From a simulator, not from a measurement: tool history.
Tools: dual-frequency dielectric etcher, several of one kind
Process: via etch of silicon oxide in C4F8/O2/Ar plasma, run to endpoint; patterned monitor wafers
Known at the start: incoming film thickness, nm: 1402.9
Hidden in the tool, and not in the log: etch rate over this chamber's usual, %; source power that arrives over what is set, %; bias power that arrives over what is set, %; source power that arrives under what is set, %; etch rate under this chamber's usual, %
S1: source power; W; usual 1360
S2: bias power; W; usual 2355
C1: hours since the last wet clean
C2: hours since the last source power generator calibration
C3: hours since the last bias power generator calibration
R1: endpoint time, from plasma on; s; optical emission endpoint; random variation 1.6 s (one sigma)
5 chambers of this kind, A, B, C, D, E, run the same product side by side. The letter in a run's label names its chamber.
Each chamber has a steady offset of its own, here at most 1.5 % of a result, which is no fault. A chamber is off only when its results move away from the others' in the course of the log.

Run 1B, hour 8.1: usual settings; C1 337.5; C2 2751.3; C3 1914. Result: R1 305.4 s.
Run 2C, hour 17.2: usual settings; C1 113.3; C2 296.5; C3 456.8. Result: R1 307.99 s.
Run 3D, hour 25.7: usual settings; C1 273.7; C2 1127; C3 1253.5. Result: R1 303.75 s.
Run 4E, hour 30: usual settings; C1 310; C2 2415.6; C3 573.1. Result: R1 310.24 s.
Run 5A, hour 34.7: usual settings but S1 1080 W, S2 2094 W; C1 350.7; C2 1382.4; C3 4311.1. Result: R1 347.47 s.
Run 6B, hour 44.7: usual settings but S1 1080 W, S2 2094 W; C1 374.1; C2 2787.9; C3 1950.6. Result: R1 346.57 s.
Run 7E, hour 54.4: usual settings but S1 1080 W, S2 2094 W; C1 334.4; C2 2440; C3 597.5. Result: R1 353.85 s.
Run 8D, hour 63.4: usual settings but S1 1080 W, S2 2094 W; C1 311.4; C2 1164.7; C3 1291.2. Result: R1 347.64 s.
Run 9C, hour 68.6: usual settings but S1 1080 W, S2 2094 W; C1 164.7; C2 347.9; C3 508.2. Result: R1 350.25 s.
Run 10A, hour 73.5: usual settings; C1 389.5; C2 1421.2; C3 4349.9. Result: R1 308.32 s.
Run 11D, hour 81.6: usual settings; C1 329.6; C2 1182.9; C3 1309.4. Result: R1 307.7 s.
Run 12E, hour 91.5: usual settings; C1 371.5; C2 2477.1; C3 634.6. Result: R1 312.65 s.
At hour 97: chamber D: wet clean of the chamber.
Run 13C, hour 98.7: usual settings; C1 194.8; C2 378; C3 538.3. Result: R1 308.24 s.
Run 14A, hour 108.3: usual settings; C1 424.3; C2 1456; C3 4384.7. Result: R1 308.36 s.
Run 15B, hour 115.3: usual settings but S1 1170 W, S2 1809 W; C1 444.7; C2 2858.5; C3 2021.2. Result: R1 349.35 s.
At hour 116.9: chamber B: wet clean of the chamber.
Run 16D, hour 120.2: usual settings but S1 1170 W, S2 1809 W; C1 23.2; C2 1221.5; C3 1348. Result: R1 353.77 s.
Run 17C, hour 126.8: usual settings but S1 1170 W, S2 1809 W; C1 222.9; C2 406.1; C3 566.4. Result: R1 355.05 s.
At hour 128: chamber E: wet clean of the chamber.
At hour 133.4: chamber A: wet clean of the chamber.
Run 18E, hour 133.7: usual settings but S1 1170 W, S2 1809 W; C1 5.7; C2 2519.3; C3 676.8. Result: R1 360.75 s.
Run 19A, hour 143.5: usual settings but S1 1170 W, S2 1809 W; C1 10.2; C2 1491.2; C3 4419.9. Result: R1 352.21 s.
Run 20B, hour 153.2: usual settings; C1 36.4; C2 2896.4; C3 2059.1. Result: R1 303.44 s.
Run 21C, hour 159.1: usual settings; C1 255.2; C2 438.4; C3 598.7. Result: R1 303.87 s.
Run 22A, hour 165.3: usual settings; C1 32; C2 1513; C3 4441.7. Result: R1 306.95 s.
Run 23E, hour 170.9: usual settings; C1 42.9; C2 2556.5; C3 714. Result: R1 314.3 s.
Run 24D, hour 175.4: usual settings; C1 78.4; C2 1276.7; C3 1403.2. Result: R1 307.29 s.
Run 25B, hour 181.7: usual settings; C1 64.9; C2 2924.9; C3 2087.6. Result: R1 303.71 s.
Run 26C, hour 189.8: usual settings; C1 285.9; C2 469.1; C3 629.4. Result: R1 307.22 s.
Run 27D, hour 194.2: usual settings; C1 97.2; C2 1295.5; C3 1422. Result: R1 308.86 s.
Run 28B, hour 200.1: usual settings; C1 83.3; C2 2943.3; C3 2106. Result: R1 302.13 s.
Run 29E, hour 210: usual settings; C1 82; C2 2595.6; C3 753.1. Result: R1 309.19 s.
Run 30A, hour 214.9: usual settings; C1 81.6; C2 1562.6; C3 4491.3. Result: R1 308.33 s.
Run 31B, hour 222.9: usual settings; C1 106.1; C2 2966.1; C3 2128.8. Result: R1 305.9 s.
Run 32E, hour 230.7: usual settings; C1 102.7; C2 2616.3; C3 773.8. Result: R1 311.04 s.
Run 33C, hour 235.7: usual settings; C1 331.8; C2 515; C3 675.3. Result: R1 308.7 s.
Run 34D, hour 244.1: usual settings; C1 147.1; C2 1345.4; C3 1471.9. Result: R1 306.41 s.
Run 35A, hour 253.1: usual settings; C1 119.8; C2 1600.8; C3 4529.5. Result: R1 307.26 s.

Next, every chamber runs the same settings. What will each give?
Run 36A, hour 260.2: usual settings. Result: R1 ?.
Run 36B, hour 260.2: usual settings. Result: R1 ?.
Run 36C, hour 260.2: usual settings. Result: R1 ?.
Run 36D, hour 260.2: usual settings. Result: R1 ?.
Run 36E, hour 260.2: usual settings. Result: R1 ?.

run      R1
36A  304.47
36B  304.31
36C   306.2
36D  308.93
36E  307.66
